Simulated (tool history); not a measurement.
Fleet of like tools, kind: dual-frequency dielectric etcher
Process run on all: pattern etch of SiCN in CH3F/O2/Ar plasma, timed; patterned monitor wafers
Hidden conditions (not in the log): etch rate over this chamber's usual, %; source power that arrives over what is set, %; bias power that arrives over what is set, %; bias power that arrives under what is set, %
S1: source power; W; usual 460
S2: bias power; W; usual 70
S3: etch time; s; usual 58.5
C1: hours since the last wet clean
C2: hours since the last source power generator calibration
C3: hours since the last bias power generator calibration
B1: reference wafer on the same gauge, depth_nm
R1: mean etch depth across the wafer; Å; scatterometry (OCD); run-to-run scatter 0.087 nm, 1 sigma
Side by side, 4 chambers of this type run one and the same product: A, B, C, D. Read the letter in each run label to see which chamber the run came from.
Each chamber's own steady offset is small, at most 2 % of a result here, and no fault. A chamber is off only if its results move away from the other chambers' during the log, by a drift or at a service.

Run 1B, hour 10.4: usual settings; C1 64.8; C2 737.1; C3 4156.9; B1 19.885. Result: R1 228.79 Å.
Run 2D, hour 17.2: usual settings; C1 181.9; C2 3366.9; C3 436.6; B1 19.886. Result: R1 227.43 Å.
Run 3C, hour 23.9: usual settings; C1 336.7; C2 975.2; C3 1079.3; B1 19.904. Result: R1 232.19 Å.
Run 4A, hour 28.6: usual settings; C1 241.0; C2 2808.7; C3 4109.3; B1 19.907. Result: R1 233.09 Å.
Run 5A, hour 35.1: usual settings; C1 247.5; C2 2815.2; C3 4115.8; B1 19.899. Result: R1 232.28 Å.
Run 6B, hour 44.9: usual settings; C1 99.3; C2 771.6; C3 4191.4; B1 19.915. Result: R1 229.72 Å.
Run 7D, hour 50.9: usual settings; C1 215.6; C2 3400.6; C3 470.3; B1 19.897. Result: R1 227.67 Å.
At hour 51.9: chamber A: bias power generator calibrated.
Run 8C, hour 56.5: usual settings; C1 369.3; C2 1007.8; C3 1111.9; B1 19.926. Result: R1 231.73 Å.
Run 9B, hour 64.3: usual settings but S1 420 W; C1 118.7; C2 791.0; C3 4210.8; B1 19.883. Result: R1 220.29 Å.
Run 10C, hour 72.3: usual settings but S1 420 W; C1 385.1; C2 1023.6; C3 1127.7; B1 19.906. Result: R1 222.42 Å.
Run 11D, hour 82.5: usual settings but S1 420 W; C1 247.2; C2 3432.2; C3 501.9; B1 19.879. Result: R1 219.49 Å.
Run 12A, hour 91.1: usual settings but S1 420 W; C1 303.5; C2 2871.2; C3 39.2; B1 19.903. Result: R1 225.81 Å.
Run 13C, hour 99.2: usual settings; C1 412.0; C2 1050.5; C3 1154.6; B1 19.904. Result: R1 229.67 Å.
At hour 101.5: chamber C: wet clean of the chamber.
Run 14A, hour 109.0: usual settings; C1 321.4; C2 2889.1; C3 57.1; B1 19.891. Result: R1 232.40 Å.
Run 15B, hour 118.3: usual settings; C1 172.7; C2 845.0; C3 4264.8; B1 19.900. Result: R1 228.63 Å.
Run 16D, hour 127.9: usual settings; C1 292.6; C2 3477.6; C3 547.3; B1 19.890. Result: R1 227.68 Å.
Run 17D, hour 135.1: usual settings; C1 299.8; C2 3484.8; C3 554.5; B1 19.918. Result: R1 227.36 Å.
Run 18A, hour 140.3: usual settings; C1 352.7; C2 2920.4; C3 88.4; B1 19.918. Result: R1 232.96 Å.
Run 19C, hour 147.2: usual settings; C1 45.7; C2 1098.5; C3 1202.6; B1 19.898. Result: R1 232.23 Å.
Run 20B, hour 154.5: usual settings; C1 208.9; C2 881.2; C3 4301.0; B1 19.909. Result: R1 227.49 Å.
Run 21A, hour 164.0: usual settings; C1 376.4; C2 2944.1; C3 112.1; B1 19.907. Result: R1 233.02 Å.
Run 22D, hour 173.0: usual settings; C1 337.7; C2 3522.7; C3 592.4; B1 19.905. Result: R1 228.27 Å.
Run 23C, hour 182.8: usual settings; C1 81.3; C2 1134.1; C3 1238.2; B1 19.907. Result: R1 231.11 Å.
Run 24B, hour 188.6: usual settings but S3 73.5 s; C1 243.0; C2 915.3; C3 4335.1; B1 19.875. Result: R1 287.56 Å.
Run 25B, hour 198.1: usual settings but S3 73.5 s; C1 252.5; C2 924.8; C3 4344.6; B1 19.888. Result: R1 286.72 Å.
Run 26D, hour 205.1: usual settings but S3 73.5 s; C1 369.8; C2 3554.8; C3 624.5; B1 19.900. Result: R1 285.92 Å.
Run 27C, hour 212.1: usual settings but S3 73.5 s; C1 110.6; C2 1163.4; C3 1267.5; B1 19.896. Result: R1 290.97 Å.
Run 28A, hour 220.5: usual settings; C1 432.9; C2 3000.6; C3 168.6; B1 19.897. Result: R1 232.86 Å.
Run 29C, hour 229.7: usual settings; C1 128.2; C2 1181.0; C3 1285.1; B1 19.901. Result: R1 230.18 Å.
Run 30B, hour 236.6: usual settings but S1 390 W; C1 291.0; C2 963.3; C3 4383.1; B1 19.907. Result: R1 214.05 Å.
Run 31A, hour 245.9: usual settings but S1 390 W; C1 458.3; C2 3026.0; C3 194.0; B1 19.899. Result: R1 219.65 Å.
Run 32D, hour 252.6: usual settings but S1 390 W; C1 417.3; C2 3602.3; C3 672.0; B1 19.899. Result: R1 214.88 Å.
Run 33C, hour 261.8: usual settings but S1 390 W; C1 160.3; C2 1213.1; C3 1317.2; B1 19.887. Result: R1 218.82 Å.
At hour 266.6: chamber A: wet clean of the chamber.
Run 34D, hour 268.1: usual settings; C1 432.8; C2 3617.8; C3 687.5; B1 19.903. Result: R1 228.39 Å.
Run 35B, hour 275.7: usual settings; C1 330.1; C2 1002.4; C3 4422.2; B1 19.908. Result: R1 226.78 Å.
Run 36A, hour 282.6: usual settings; C1 16.1; C2 3062.7; C3 230.7; B1 19.916. Result: R1 233.35 Å.
Run 37C, hour 289.6: usual settings; C1 188.1; C2 1240.9; C3 1345.0; B1 19.914. Result: R1 231.31 Å.
Run 38A, hour 299.7: usual settings; C1 33.2; C2 3079.8; C3 247.8; B1 19.883. Result: R1 233.43 Å.
Run 39B, hour 305.4: usual settings; C1 359.8; C2 1032.1; C3 4451.9; B1 19.906. Result: R1 227.54 Å.
Run 40D, hour 312.8: usual settings; C1 477.5; C2 3662.5; C3 732.2; B1 19.896. Result: R1 226.10 Å.
Run 41B, hour 323.0: usual settings; C1 377.4; C2 1049.7; C3 4469.5; B1 19.914. Result: R1 228.45 Å.

Does one chamber stand apart from the rest, does the shared gauge drift, or is all well apart from small per-chamber offsets? Give the chamber and the most likely cause, where there is one.

Neither any chamber nor the gauge drifts; the chambers differ only by their own small, steady offsets.
